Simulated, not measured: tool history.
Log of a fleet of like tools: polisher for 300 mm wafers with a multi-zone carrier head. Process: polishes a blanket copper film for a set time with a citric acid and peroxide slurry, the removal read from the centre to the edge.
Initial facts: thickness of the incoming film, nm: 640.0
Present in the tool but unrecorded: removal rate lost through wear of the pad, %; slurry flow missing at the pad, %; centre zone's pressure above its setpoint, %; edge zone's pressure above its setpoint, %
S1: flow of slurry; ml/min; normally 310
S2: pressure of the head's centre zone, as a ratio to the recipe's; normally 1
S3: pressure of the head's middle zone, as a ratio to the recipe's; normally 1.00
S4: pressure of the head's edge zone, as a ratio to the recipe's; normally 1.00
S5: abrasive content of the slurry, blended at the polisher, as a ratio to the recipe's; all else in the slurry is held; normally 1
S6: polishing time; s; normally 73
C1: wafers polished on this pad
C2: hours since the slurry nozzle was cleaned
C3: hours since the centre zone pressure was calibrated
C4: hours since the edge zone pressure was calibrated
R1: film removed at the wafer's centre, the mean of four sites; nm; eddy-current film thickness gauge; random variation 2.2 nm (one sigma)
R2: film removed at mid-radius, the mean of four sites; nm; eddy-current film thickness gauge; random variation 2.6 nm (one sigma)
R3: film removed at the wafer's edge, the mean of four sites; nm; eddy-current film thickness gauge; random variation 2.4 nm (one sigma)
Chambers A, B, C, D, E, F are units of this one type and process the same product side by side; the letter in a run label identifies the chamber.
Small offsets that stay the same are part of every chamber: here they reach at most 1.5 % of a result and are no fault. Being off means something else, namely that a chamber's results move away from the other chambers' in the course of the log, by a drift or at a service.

-- hour=5.4 chamber D: worn pad replaced by a new one
run 1A hour=5.7 | S1=310 S2=1 S3=1.00 S4=1.00 S5=1 S6=73 | C1=1112 C2=541.0 C3=975.6 C4=51.0 | R1=197.27 R2=198.21 R3=197.73
run 2B hour=9.4 | S1=310 S2=1 S3=1.00 S4=1.00 S5=1 S6=73 | C1=615 C2=116.3 C3=215.5 C4=187.0 | R1=193.84 R2=191.68 R3=197.23
-- hour=14.2 chamber F: centre zone pressure recalibrated
run 3C hour=14.5 | S1=310 S2=1 S3=1.00 S4=1.00 S5=1 S6=73 | C1=503 C2=222.4 C3=396.9 C4=56.5 | R1=195.21 R2=200.28 R3=193.36
run 4D hour=20.1 | S1=310 S2=1 S3=1.00 S4=1.00 S5=1 S6=73 | C1=131 C2=264.5 C3=198.4 C4=296.4 | R1=197.42 R2=200.59 R3=198.71
-- hour=22.3 chamber A: worn pad replaced by a new one
run 5E hour=25.8 | S1=310 S2=1 S3=1.00 S4=1.00 S5=1 S6=73 | C1=270 C2=279.7 C3=286.5 C4=308.8 | R1=195.52 R2=193.22 R3=192.18
run 6F hour=30.8 | S1=310 S2=1 S3=1.00 S4=1.00 S5=1 S6=73 | C1=482 C2=244.5 C3=16.6 C4=865.5 | R1=191.88 R2=191.35 R3=194.72
run 7E hour=35.9 | S1=310 S2=1 S3=1.00 S4=1.00 S5=1 S6=73 | C1=361 C2=289.8 C3=296.6 C4=318.9 | R1=193.91 R2=196.07 R3=193.69
-- hour=38.1 chamber A: centre zone pressure recalibrated
-- hour=41.0 chamber A: slurry nozzle cleaned
run 8A hour=42.3 | S1=310 S2=1 S3=1.00 S4=1.00 S5=1 S6=73 | C1=179 C2=1.3 C3=4.3 C4=87.6 | R1=198.23 R2=190.94 R3=194.07
-- hour=44.9 chamber C: slurry nozzle cleaned
run 9B hour=47.1 | S1=310 S2=1 S3=1.00 S4=1.00 S5=1 S6=73 | C1=953 C2=154.0 C3=253.2 C4=224.7 | R1=195.82 R2=192.28 R3=194.55
run 10F hour=52.1 | S1=310 S2=1 S3=0.96 S4=1.00 S5=1 S6=73 | C1=673 C2=265.8 C3=37.9 C4=886.8 | R1=190.20 R2=185.71 R3=194.74
run 11D hour=58.4 | S1=310 S2=1 S3=0.96 S4=1.00 S5=1 S6=73 | C1=474 C2=302.8 C3=236.7 C4=334.7 | R1=196.68 R2=185.29 R3=194.25
run 12C hour=61.8 | S1=310 S2=1 S3=0.96 S4=1.00 S5=1 S6=73 | C1=927 C2=17.0 C3=444.2 C4=103.8 | R1=199.10 R2=188.35 R3=197.24
-- hour=66.4 chamber E: centre zone pressure recalibrated
run 13C hour=68.9 | S1=310 S2=1 S3=0.96 S4=1.00 S5=1 S6=73 | C1=990 C2=24.1 C3=451.3 C4=110.9 | R1=195.02 R2=192.88 R3=196.14
-- hour=69.4 chamber E: edge zone pressure recalibrated
run 14B hour=74.6 | S1=310 S2=1 S3=0.96 S4=1.00 S5=1 S6=73 | C1=1199 C2=181.5 C3=280.7 C4=252.2 | R1=192.89 R2=189.19 R3=191.97
run 15F hour=77.7 | S1=310 S2=1 S3=0.96 S4=1.00 S5=1 S6=73 | C1=902 C2=291.4 C3=63.5 C4=912.4 | R1=191.68 R2=189.46 R3=193.56
-- hour=78.4 chamber F: worn pad replaced by a new one
run 16E hour=81.8 | S1=310 S2=1 S3=1.00 S4=1.00 S5=1 S6=73 | C1=771 C2=335.7 C3=15.5 C4=12.4 | R1=189.49 R2=189.55 R3=190.71
run 17D hour=87.4 | S1=310 S2=1 S3=1.00 S4=1.00 S5=1 S6=73 | C1=734 C2=331.8 C3=265.7 C4=363.7 | R1=196.70 R2=202.32 R3=196.15
run 18A hour=92.6 | S1=310 S2=1 S3=1.00 S4=1.00 S5=1 S6=73 | C1=629 C2=51.6 C3=54.6 C4=137.9 | R1=199.44 R2=196.44 R3=200.39
-- hour=95.0 chamber C: worn pad replaced by a new one
run 19C hour=96.8 | S1=310 S2=1 S3=1.00 S4=1.00 S5=1 S6=73 | C1=16 C2=52.0 C3=479.2 C4=138.8 | R1=194.15 R2=200.57 R3=197.20
run 20B hour=99.8 | S1=310 S2=1 S3=1.00 S4=1.00 S5=1 S6=73 | C1=1424 C2=206.7 C3=305.9 C4=277.4 | R1=193.45 R2=188.06 R3=192.29
run 21A hour=103.7 | S1=310 S2=1 S3=1.00 S4=1.08 S5=1 S6=51 | C1=729 C2=62.7 C3=65.7 C4=149.0 | R1=137.74 R2=139.05 R3=144.81
-- hour=106.6 chamber B: centre zone pressure recalibrated
run 22D hour=107.9 | S1=310 S2=1 S3=1.00 S4=1.08 S5=1 S6=51 | C1=917 C2=352.3 C3=286.2 C4=384.2 | R1=137.95 R2=137.48 R3=143.79
run 23F hour=114.6 | S1=310 S2=1 S3=1.00 S4=1.08 S5=1 S6=51 | C1=324 C2=328.3 C3=100.4 C4=949.3 | R1=132.75 R2=134.98 R3=139.48
run 24E hour=120.9 | S1=310 S2=1 S3=1.00 S4=1.08 S5=1 S6=51 | C1=1121 C2=374.8 C3=54.6 C4=51.5 | R1=132.25 R2=135.12 R3=139.87
-- hour=122.0 chamber E: worn pad replaced by a new one
-- hour=123.0 chamber E: slurry nozzle cleaned
-- hour=125.9 chamber D: edge zone pressure recalibrated
run 25A hour=126.4 | S1=310 S2=1 S3=1.00 S4=1.08 S5=1 S6=51 | C1=932 C2=85.4 C3=88.4 C4=171.7 | R1=139.87 R2=132.88 R3=140.95
run 26E hour=131.2 | S1=310 S2=1 S3=1.00 S4=1.08 S5=1 S6=51 | C1=82 C2=8.3 C3=64.9 C4=61.8 | R1=136.11 R2=139.36 R3=138.25
run 27C hour=137.2 | S1=310 S2=1 S3=1.00 S4=1.00 S5=1 S6=73 | C1=377 C2=92.4 C3=519.6 C4=179.2 | R1=195.23 R2=200.48 R3=195.99
-- hour=138.8 chamber D: worn pad replaced by a new one
run 28F hour=142.0 | S1=310 S2=1 S3=1.00 S4=1.00 S5=1 S6=73 | C1=569 C2=355.7 C3=127.8 C4=976.7 | R1=195.25 R2=198.08 R3=199.03
run 29B hour=145.6 | S1=310 S2=1 S3=1.00 S4=1.00 S5=1 S6=73 | C1=1834 C2=252.5 C3=39.1 C4=323.2 | R1=184.91 R2=189.04 R3=185.39
run 30D hour=150.5 | S1=310 S2=1 S3=1.00 S4=1.00 S5=1 S6=73 | C1=105 C2=394.9 C3=328.8 C4=24.7 | R1=195.69 R2=195.06 R3=195.67
run 31E hour=156.4 | S1=310 S2=1 S3=1.00 S4=1.00 S5=1 S6=73 | C1=308 C2=33.5 C3=90.1 C4=87.0 | R1=197.66 R2=193.58 R3=192.98
run 32F hour=161.6 | S1=310 S2=1 S3=1.00 S4=1.00 S5=1 S6=73 | C1=744 C2=375.3 C3=147.4 C4=996.3 | R1=192.70 R2=196.22 R3=194.69
run 33C hour=168.7 | S1=310 S2=1 S3=1.00 S4=1.00 S5=1 S6=73 | C1=659 C2=123.9 C3=551.1 C4=210.7 | R1=194.26 R2=197.28 R3=191.39
run 34D hour=173.9 | S1=310 S2=1 S3=1.00 S4=1.00 S5=1 S6=73 | C1=314 C2=418.3 C3=352.2 C4=48.1 | R1=195.90 R2=193.59 R3=194.14
-- hour=177.5 chamber F: worn pad replaced by a new one
run 35B hour=179.7 | S1=310 S2=1 S3=1.00 S4=1.00 S5=1 S6=73 | C1=2139 C2=286.6 C3=73.2 C4=357.3 | R1=186.31 R2=186.27 R3=184.56
run 36A hour=183.0 | S1=310 S2=1 S3=1.00 S4=1.00 S5=1 S6=73 | C1=1439 C2=142.0 C3=145.0 C4=228.3 | R1=197.67 R2=195.91 R3=194.91
run 37C hour=186.8 | S1=310 S2=1 S3=1.00 S4=1.00 S5=1 S6=73 | C1=821 C2=142.0 C3=569.2 C4=228.8 | R1=197.42 R2=194.71 R3=195.67
run 38F hour=193.5 | S1=310 S2=1 S3=1.00 S4=1.00 S5=1 S6=73 | C1=144 C2=407.2 C3=179.3 C4=1028.2 | R1=192.14 R2=197.55 R3=189.52
run 39B hour=199.6 | S1=310 S2=1 S3=1.00 S4=1.00 S5=1 S6=73 | C1=2317 C2=306.5 C3=93.1 C4=377.2 | R1=182.74 R2=186.75 R3=183.68
run 40E hour=204.9 | S1=310 S2=1 S3=1.00 S4=1.00 S5=1 S6=73 | C1=742 C2=82.0 C3=138.6 C4=135.5 | R1=193.62 R2=198.72 R3=191.12

All chambers now run identical settings, listed one chamber a line with results as question marks. What results will each chamber show?
run 41A hour=210.0 | S1=310 S2=1 S3=1.00 S4=1.00 S5=1 S6=63 | R1=? R2=? R3=?
run 41B hour=210.0 | S1=310 S2=1 S3=1.00 S4=1.00 S5=1 S6=63 | R1=? R2=? R3=?
run 41C hour=210.0 | S1=310 S2=1 S3=1.00 S4=1.00 S5=1 S6=63 | R1=? R2=? R3=?
run 41D hour=210.0 | S1=310 S2=1 S3=1.00 S4=1.00 S5=1 S6=63 | R1=? R2=? R3=?
run 41E hour=210.0 | S1=310 S2=1 S3=1.00 S4=1.00 S5=1 S6=63 | R1=? R2=? R3=?
run 41F hour=210.0 | S1=310 S2=1 S3=1.00 S4=1.00 S5=1 S6=63 | R1=? R2=? R3=?

run=41A R1=171.31 R2=169.54 R3=169.86
run=41B R1=154.21 R2=159.83 R3=161.81
run=41C R1=168.42 R2=171.20 R3=170.67
run=41D R1=171.40 R2=167.99 R3=170.73
run=41E R1=162.92 R2=171.91 R3=167.91
run=41F R1=167.17 R2=166.28 R3=167.90

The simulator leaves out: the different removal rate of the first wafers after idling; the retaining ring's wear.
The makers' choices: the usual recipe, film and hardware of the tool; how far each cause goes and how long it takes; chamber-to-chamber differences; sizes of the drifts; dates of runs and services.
